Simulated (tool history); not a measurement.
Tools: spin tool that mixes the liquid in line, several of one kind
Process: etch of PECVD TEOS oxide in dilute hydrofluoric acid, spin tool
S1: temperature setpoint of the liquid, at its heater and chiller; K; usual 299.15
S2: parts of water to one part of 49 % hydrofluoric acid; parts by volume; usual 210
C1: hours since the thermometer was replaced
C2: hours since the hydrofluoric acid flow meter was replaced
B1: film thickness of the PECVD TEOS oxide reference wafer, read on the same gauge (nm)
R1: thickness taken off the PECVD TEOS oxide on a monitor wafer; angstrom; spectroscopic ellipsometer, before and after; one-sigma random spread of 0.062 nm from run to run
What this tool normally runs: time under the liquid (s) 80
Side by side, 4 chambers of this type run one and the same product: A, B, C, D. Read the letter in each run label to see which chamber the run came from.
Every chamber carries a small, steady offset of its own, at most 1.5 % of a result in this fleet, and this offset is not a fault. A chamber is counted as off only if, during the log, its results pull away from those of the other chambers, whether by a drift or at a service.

Run 1C, day 0.133: usual settings; C1 1089.2; C2 90.9; B1 130.02. Result: R1 67.887 angstrom.
Run 2D, day 0.296: usual settings; C1 307.5; C2 300.9; B1 130.02. Result: R1 68.351 angstrom.
Run 3A, day 0.550: usual settings; C1 395.8; C2 650.0; B1 130.04. Result: R1 67.221 angstrom.
Run 4B, day 0.712: usual settings; C1 148.9; C2 439.2; B1 130.00. Result: R1 67.954 angstrom.
Run 5B, day 0.867: usual settings; C1 152.6; C2 442.9; B1 129.99. Result: R1 68.621 angstrom.
Run 6C, day 1.046: usual settings; C1 1111.1; C2 112.8; B1 130.01. Result: R1 68.641 angstrom.
Run 7A, day 1.258: usual settings but S1 302.15 K; C1 412.8; C2 667.0; B1 130.01. Result: R1 76.405 angstrom.
Run 8D, day 1.408: usual settings but S1 302.15 K; C1 334.2; C2 327.6; B1 129.99. Result: R1 75.976 angstrom.
Run 9A, day 1.550: usual settings but S1 302.15 K; C1 419.8; C2 674.0; B1 130.01. Result: R1 74.549 angstrom.
Run 10B, day 1.838: usual settings but S1 302.15 K; C1 175.9; C2 466.2; B1 129.99. Result: R1 75.671 angstrom.
Run 11D, day 2.033: usual settings; C1 349.2; C2 342.6; B1 130.06. Result: R1 67.915 angstrom.
Run 12C, day 2.342: usual settings; C1 1142.2; C2 143.9; B1 129.99. Result: R1 67.550 angstrom.
Run 13B, day 2.546: usual settings; C1 192.9; C2 483.2; B1 130.02. Result: R1 67.650 angstrom.
Run 14D, day 2.712: usual settings; C1 365.5; C2 358.9; B1 130.01. Result: R1 67.673 angstrom.
Run 15C, day 3.017: usual settings but S1 297.65 K, time under the liquid (s) 40; C1 1158.4; C2 160.1; B1 129.96. Result: R1 32.358 angstrom.
Run 16A, day 3.271: usual settings but S1 297.65 K, time under the liquid (s) 40; C1 461.1; C2 715.3; B1 130.00. Result: R1 31.705 angstrom.
Run 17D, day 3.425: usual settings but S1 297.65 K, time under the liquid (s) 40; C1 382.6; C2 376.0; B1 129.98. Result: R1 31.756 angstrom.
Run 18C, day 3.692: usual settings but S1 297.65 K, time under the liquid (s) 40; C1 1174.6; C2 176.3; B1 130.02. Result: R1 32.471 angstrom.
Run 19A, day 3.938: usual settings; C1 477.1; C2 731.3; B1 129.98. Result: R1 67.901 angstrom.
Run 20B, day 4.079: usual settings; C1 229.7; C2 520.0; B1 129.98. Result: R1 67.605 angstrom.
Run 21B, day 4.250: usual settings; C1 233.8; C2 524.1; B1 130.04. Result: R1 68.490 angstrom.
Run 22D, day 4.508: usual settings; C1 408.6; C2 402.0; B1 130.02. Result: R1 65.980 angstrom.
Run 23C, day 4.738: usual settings but S1 303.15 K, time under the liquid (s) 105; C1 1199.7; C2 201.4; B1 129.98. Result: R1 102.850 angstrom.
Run 24A, day 5.012: usual settings but S1 303.15 K, time under the liquid (s) 105; C1 502.9; C2 757.1; B1 130.03. Result: R1 103.730 angstrom.
Run 25C, day 5.271: usual settings but S1 303.15 K, time under the liquid (s) 105; C1 1212.5; C2 214.2; B1 130.01. Result: R1 104.200 angstrom.
Run 26A, day 5.442: usual settings but S1 303.15 K, time under the liquid (s) 105; C1 513.2; C2 767.4; B1 130.07. Result: R1 104.480 angstrom.
Run 27D, day 5.733: usual settings; C1 438.0; C2 431.4; B1 130.01. Result: R1 65.030 angstrom.
Run 28B, day 5.958: usual settings; C1 274.8; C2 565.1; B1 129.98. Result: R1 68.269 angstrom.
Run 29C, day 6.196: usual settings; C1 1234.7; C2 236.4; B1 129.96. Result: R1 68.133 angstrom.
Run 30A, day 6.467: usual settings; C1 537.8; C2 792.0; B1 130.03. Result: R1 67.647 angstrom.
Run 31B, day 6.775: usual settings; C1 294.4; C2 584.7; B1 129.96. Result: R1 67.873 angstrom.
Run 32D, day 7.042: usual settings; C1 469.4; C2 462.8; B1 129.98. Result: R1 64.039 angstrom.
At day 7.225: chamber A: hydrofluoric acid flow meter replaced.
Run 33B, day 7.288: usual settings but S1 302.15 K, S2 115 parts by volume; C1 306.7; C2 597.0; B1 129.99. Result: R1 155.210 angstrom.
Run 34D, day 7.467: usual settings but S1 302.15 K, S2 115 parts by volume; C1 479.6; C2 473.0; B1 130.02. Result: R1 146.500 angstrom.
Run 35A, day 7.671: usual settings but S1 302.15 K, S2 115 parts by volume; C1 566.7; C2 10.8; B1 130.01. Result: R1 156.600 angstrom.
Run 36C, day 7.900: usual settings but S1 302.15 K, S2 115 parts by volume; C1 1275.6; C2 277.3; B1 130.02. Result: R1 156.100 angstrom.
Run 37B, day 8.133: usual settings; C1 327.0; C2 617.3; B1 129.98. Result: R1 68.531 angstrom.
Run 38D, day 8.292: usual settings; C1 499.4; C2 492.8; B1 129.97. Result: R1 63.296 angstrom.
Run 39A, day 8.562: usual settings; C1 588.1; C2 32.2; B1 130.01. Result: R1 68.722 angstrom.
Run 40C, day 8.696: usual settings; C1 1294.7; C2 296.4; B1 130.00. Result: R1 68.144 angstrom.
Run 41C, day 8.900: usual settings; C1 1299.6; C2 301.3; B1 130.00. Result: R1 67.897 angstrom.

For the next run the whole fleet of 4 chambers uses the same settings. Give each chamber's results:
Run 42A, day 9.125: usual settings. Result: R1 ?.
Run 42B, day 9.125: usual settings. Result: R1 ?.
Run 42C, day 9.125: usual settings. Result: R1 ?.
Run 42D, day 9.125: usual settings. Result: R1 ?.

run      R1
42A  67.922
42B  67.359
42C  68.479
42D  63.419
